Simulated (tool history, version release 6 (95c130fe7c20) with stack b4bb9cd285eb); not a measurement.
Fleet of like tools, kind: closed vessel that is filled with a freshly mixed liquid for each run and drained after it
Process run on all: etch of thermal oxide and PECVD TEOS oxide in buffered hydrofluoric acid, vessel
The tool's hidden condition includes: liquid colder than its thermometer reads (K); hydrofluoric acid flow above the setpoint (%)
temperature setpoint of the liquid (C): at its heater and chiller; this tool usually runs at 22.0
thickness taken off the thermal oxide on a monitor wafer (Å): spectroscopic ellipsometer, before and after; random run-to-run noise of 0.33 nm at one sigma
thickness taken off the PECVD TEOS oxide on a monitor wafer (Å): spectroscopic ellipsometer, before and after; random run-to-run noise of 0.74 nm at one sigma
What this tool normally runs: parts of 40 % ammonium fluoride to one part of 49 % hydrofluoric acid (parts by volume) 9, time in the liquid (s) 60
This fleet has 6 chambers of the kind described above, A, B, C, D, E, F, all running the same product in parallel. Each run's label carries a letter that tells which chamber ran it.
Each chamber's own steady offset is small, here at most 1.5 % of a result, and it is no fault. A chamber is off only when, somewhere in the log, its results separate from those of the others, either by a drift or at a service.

run,hour,temperature setpoint of the liquid (C),parts of 40 % ammonium fluoride to one part of 49 % hydrofluoric acid (parts by volume),time in the liquid (s),hours since the thermometer was replaced,hours since the hydrofluoric acid flow meter was replaced,"read-back film thickness of the thermal oxide reference wafer, read on the same gauge (nm)","read-back film thickness of the PECVD TEOS oxide reference wafer, read on the same gauge (nm)",thickness taken off the thermal oxide on a monitor wafer (Å),thickness taken off the PECVD TEOS oxide on a monitor wafer (Å)
1F,3.0,22.0,9,60,1082.3,333.6,30.009,139.97,650.32,1537.80
2B,6.8,22.0,9,60,993.0,937.1,29.991,140.00,652.71,1533.30
3A,11.2,22.0,9,60,648.8,1665.7,29.968,139.99,655.86,1542.50
4E,14.8,22.0,9,60,75.7,1064.2,29.974,140.01,655.25,1524.20
5D,17.7,22.0,9,60,548.0,1154.9,29.993,139.99,660.39,1508.60
6C,21.6,19.5,6,60,120.0,1796.5,30.016,139.98,836.45,1974.50
7C,24.4,19.5,6,60,122.8,1799.3,30.013,139.97,839.69,1978.90
8D,27.7,19.5,6,60,558.0,1164.9,30.032,139.99,863.60,1990.00
9B,33.6,19.5,6,60,1019.8,963.9,29.962,139.99,849.56,1986.70
10F,38.7,19.5,6,60,1118.0,369.3,30.038,139.98,850.83,1987.30
# hour 41.6: chamber D: hydrofluoric acid flow meter replaced
11A,42.3,19.5,6,60,679.9,1696.8,29.998,140.00,850.30,2010.00
12E,48.3,23.5,9,60,109.2,1097.7,29.995,139.97,715.90,1657.70
13E,52.5,23.5,9,60,113.4,1101.9,30.003,140.01,712.36,1656.40
14A,56.2,23.5,9,60,693.8,1710.7,29.954,140.01,714.50,1693.60
# hour 56.5: chamber F: hydrofluoric acid flow meter replaced
15F,60.9,23.5,9,60,1140.2,4.5,30.025,139.96,708.48,1658.80
16C,63.8,23.5,9,60,162.2,1838.7,29.986,139.96,704.07,1658.60
17D,67.1,23.5,9,60,597.4,25.6,30.002,140.01,719.97,1652.00
18B,71.3,22.0,9,60,1057.5,1001.6,29.984,139.96,651.53,1526.00
19E,74.0,22.0,9,60,134.9,1123.4,29.995,139.97,659.71,1531.70
20F,77.8,22.0,9,60,1157.1,21.4,30.008,139.98,657.16,1525.30
21A,83.2,22.0,9,60,720.8,1737.7,30.020,140.01,652.96,1532.80
22B,87.6,22.0,9,60,1073.8,1017.9,30.013,139.99,653.39,1522.40
23C,92.5,25.5,9,85,190.9,1867.4,30.023,140.00,1113.30,2612.00
24D,97.6,25.5,9,85,627.9,56.1,29.993,139.97,1133.40,2606.70
25A,101.8,25.5,9,85,739.4,1756.3,29.974,139.96,1119.30,2670.30
26B,106.4,25.5,9,85,1092.6,1036.7,30.010,139.99,1123.40,2629.30
27C,111.9,25.5,9,85,210.3,1886.8,30.009,139.99,1117.30,2622.50
28F,117.8,25.5,9,85,1197.1,61.4,30.008,139.99,1128.30,2607.20
29D,122.2,22.0,9,35,652.5,80.7,30.006,139.99,382.96,882.80
30E,128.4,22.0,9,35,189.3,1177.8,30.013,140.04,383.20,886.04
31E,132.8,22.0,9,35,193.7,1182.2,30.004,140.01,384.97,897.76
32C,136.8,22.0,9,35,235.2,1911.7,30.000,139.98,381.55,893.22
33B,142.4,22.0,9,35,1128.6,1072.7,30.002,139.98,377.74,885.17
34A,145.7,22.0,9,35,783.3,1800.2,30.001,140.00,382.78,899.98
35D,149.7,22.0,9,60,680.0,108.2,29.962,140.00,664.15,1528.10
36F,154.7,22.0,9,60,1234.0,98.3,30.028,139.99,651.99,1536.40
37E,159.0,22.0,9,60,219.9,1208.4,30.041,140.00,660.05,1525.10

Is one chamber off against the others, does the gauge drift, or is nothing wrong? If a chamber is off, say which, and what the likeliest cause is.

The fleet is healthy, with each chamber sitting at its usual small offset and no drift in the gauge.
